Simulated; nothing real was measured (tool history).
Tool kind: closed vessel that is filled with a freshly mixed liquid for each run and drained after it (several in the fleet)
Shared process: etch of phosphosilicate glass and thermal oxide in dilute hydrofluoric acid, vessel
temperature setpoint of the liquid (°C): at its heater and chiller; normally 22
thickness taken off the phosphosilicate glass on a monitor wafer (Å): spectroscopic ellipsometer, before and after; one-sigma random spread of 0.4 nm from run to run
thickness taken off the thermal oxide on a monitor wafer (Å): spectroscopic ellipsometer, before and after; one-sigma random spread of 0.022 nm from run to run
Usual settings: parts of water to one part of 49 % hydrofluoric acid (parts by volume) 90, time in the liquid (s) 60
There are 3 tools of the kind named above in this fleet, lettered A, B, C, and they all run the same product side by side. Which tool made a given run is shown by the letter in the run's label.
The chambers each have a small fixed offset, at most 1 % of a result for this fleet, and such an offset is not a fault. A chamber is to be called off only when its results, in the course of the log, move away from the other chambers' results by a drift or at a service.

run,hour,temperature setpoint of the liquid (°C),parts of water to one part of 49 % hydrofluoric acid (parts by volume),time in the liquid (s),"read-back film thickness of the phosphosilicate glass reference wafer, read on the same gauge (nm)","read-back film thickness of the thermal oxide reference wafer, read on the same gauge (nm)",thickness taken off the phosphosilicate glass on a monitor wafer (Å),thickness taken off the thermal oxide on a monitor wafer (Å)
1B,5.2,22,90,60,139.99,110.04,599.94,29.221
2C,8.8,22,90,60,140.04,109.99,598.66,29.418
3A,13.6,22,90,60,139.99,110.01,607.41,28.706
4A,16.5,22,90,60,139.98,109.99,605.4,28.775
5B,20.2,22,90,60,140,109.99,600.52,28.906
6C,24.2,22,90,60,140.02,109.98,593.5,29.325
7A,29,22,90,60,140.01,110,598.69,28.919
8B,32.2,22,90,60,139.99,110.02,605.66,28.906
9C,35.5,22,90,60,140.01,110,599.77,29.455
10C,40.5,25,90,60,139.98,109.99,673.39,32.928
11A,45,25,90,60,140.06,110.02,689.16,33.203
12B,48.6,25,90,60,140.02,110,683.63,32.992
13B,53.1,22,90,60,139.98,110,613.71,29.232
14A,55.5,22,90,60,140.01,110.05,602.36,29.353
15C,59.5,19.5,90,60,139.99,109.98,541.03,26.348
16A,64.2,19.5,90,60,140.02,110.02,540.25,26.189
17B,68.8,19.5,90,60,140.01,109.99,541.81,26.057
18C,73.1,22,90,60,139.99,109.99,601.96,29.314
19B,76.2,22,130,60,139.97,110,403.38,19.324
20A,80.9,22,130,60,140.02,110,397.97,18.881
21C,83.5,22,130,60,140,109.98,397.85,19.084
22B,86.7,22,90,60,140.04,109.98,600.48,29.213
23A,91.9,22,90,60,140.03,109.98,603.78,29.018

All 3 chambers run these settings next. Forecast each chamber's results:
24A,95.8,17.5,90,60,,,?,?
24B,95.8,17.5,90,60,,,?,?
24C,95.8,17.5,90,60,,,?,?

run,thickness taken off the phosphosilicate glass on a monitor wafer (Å),thickness taken off the thermal oxide on a monitor wafer (Å)
24A,499.09,24.042
24B,499.59,24.212
24C,497.08,24.415
